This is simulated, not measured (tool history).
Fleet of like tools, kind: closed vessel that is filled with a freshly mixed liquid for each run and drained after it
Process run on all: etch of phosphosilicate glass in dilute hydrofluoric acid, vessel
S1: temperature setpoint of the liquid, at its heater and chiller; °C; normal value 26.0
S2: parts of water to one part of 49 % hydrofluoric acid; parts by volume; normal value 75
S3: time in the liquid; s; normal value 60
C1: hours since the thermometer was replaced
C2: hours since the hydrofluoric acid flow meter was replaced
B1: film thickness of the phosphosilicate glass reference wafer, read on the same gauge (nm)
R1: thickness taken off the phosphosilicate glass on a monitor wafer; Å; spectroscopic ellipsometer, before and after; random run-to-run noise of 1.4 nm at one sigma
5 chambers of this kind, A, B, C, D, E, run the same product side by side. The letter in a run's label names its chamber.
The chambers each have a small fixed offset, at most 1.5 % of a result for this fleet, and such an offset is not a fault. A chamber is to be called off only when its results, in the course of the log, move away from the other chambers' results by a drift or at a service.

run   hour    S1   S2  S3      C1      C2      B1       R1
 1B    8.4  26.0   75  60  1001.8  1378.9  89.991  1827.40
 2C   15.5  26.0   75  60  1215.7   701.3  90.019  1758.00
 3A   23.5  26.0   75  60  1585.3   725.9  90.041  1799.40
 4E   31.1  26.0   75  60   541.7  1747.4  89.974  1813.00
      38.9  -- chamber A: thermometer replaced
 5D   39.5  26.0   75  60   270.9  1198.7  89.961  1799.00
 6C   45.9  26.0   75  60  1246.1   731.7  89.947  1798.20
      51.2  -- chamber E: thermometer replaced
 7A   54.3  26.0   75  35    15.4   756.7  90.007  1040.10
 8D   58.9  26.0   75  35   290.3  1218.1  89.934  1049.50
 9B   66.3  26.0   75  35  1059.7  1436.8  89.922  1059.80
10E   72.7  26.0   75  35    21.5  1789.0  89.986  1054.30
11E   77.7  26.0   75  35    26.5  1794.0  90.027  1060.30
12B   82.7  26.0  115  35  1076.1  1453.2  90.007   643.97
13D   91.2  26.0  115  35   322.6  1250.4  89.988   650.44
14A   95.6  26.0  115  35    56.7   798.0  89.974   643.00
15C  100.8  26.0  115  35  1301.0   786.6  89.970   638.08
16C  105.0  26.0  115  35  1305.2   790.8  90.036   627.93
17A  109.6  26.0   40  45    70.7   812.0  89.977  2631.60
18E  114.4  26.0   40  45    63.2  1830.7  89.999  2698.00
19B  121.7  26.0   40  45  1115.1  1492.2  89.967  2676.90
20D  125.8  26.0   40  45   357.2  1285.0  90.040  2691.10
21D  131.4  26.0   40  45   362.8  1290.6  90.000  2680.60
22E  139.6  26.0   75  60    88.4  1855.9  90.049  1781.80
23C  146.1  26.0   75  60  1346.3   831.9  90.000  1786.70
24A  152.7  29.5   60  60   113.8   855.1  89.999  2645.60
25B  159.9  29.5   60  60  1153.3  1530.4  89.972  2646.90
26B  166.0  29.5   60  60  1159.4  1536.5  89.965  2602.80
27A  171.1  29.5   60  60   132.2   873.5  90.021  2573.60
28D  179.7  29.5   60  60   411.1  1338.9  89.980  2646.20
29C  186.9  26.0   75  60  1387.1   872.7  89.993  1757.10
30E  190.8  26.0   75  60   139.6  1907.1  89.928  1789.70
     196.6  -- chamber E: hydrofluoric acid flow meter replaced
31D  199.2  26.0   75  60   430.6  1358.4  89.954  1815.10
32C  206.3  26.0   75  60  1406.5   892.1  89.997  1803.30
33A  213.1  26.0   75  60   174.2   915.5  90.065  1795.80
     219.6  -- chamber B: hydrofluoric acid flow meter replaced
34B  221.6  26.0   75  80  1215.0     2.0  89.978  2393.20
35E  229.0  26.0   75  80   177.8    32.5  89.968  2392.60
36C  236.3  26.0   75  80  1436.5   922.1  90.042  2361.80
37B  244.2  26.0   75  80  1237.6    24.6  90.056  2412.60
38D  248.5  26.0   75  80   479.9  1407.7  90.016  2417.20
39A  254.9  27.5   75  30   216.0   957.3  89.969   944.97
40E  259.1  27.5   75  30   207.9    62.6  90.022   955.49
41D  266.1  27.5   75  30   497.5  1425.3  89.995   954.42
42E  272.9  27.5   75  30   221.7    76.4  89.958   963.41

Predict what each chamber gives when all 5 of them run the settings below next.
43A  279.1  26.0  115  60               ?
43B  279.1  26.0  115  60               ?
43C  279.1  26.0  115  60               ?
43D  279.1  26.0  115  60               ?
43E  279.1  26.0  115  60               ?

run       R1
43A  1095.90
43B  1117.90
43C  1093.20
43D  1099.50
43E  1115.60

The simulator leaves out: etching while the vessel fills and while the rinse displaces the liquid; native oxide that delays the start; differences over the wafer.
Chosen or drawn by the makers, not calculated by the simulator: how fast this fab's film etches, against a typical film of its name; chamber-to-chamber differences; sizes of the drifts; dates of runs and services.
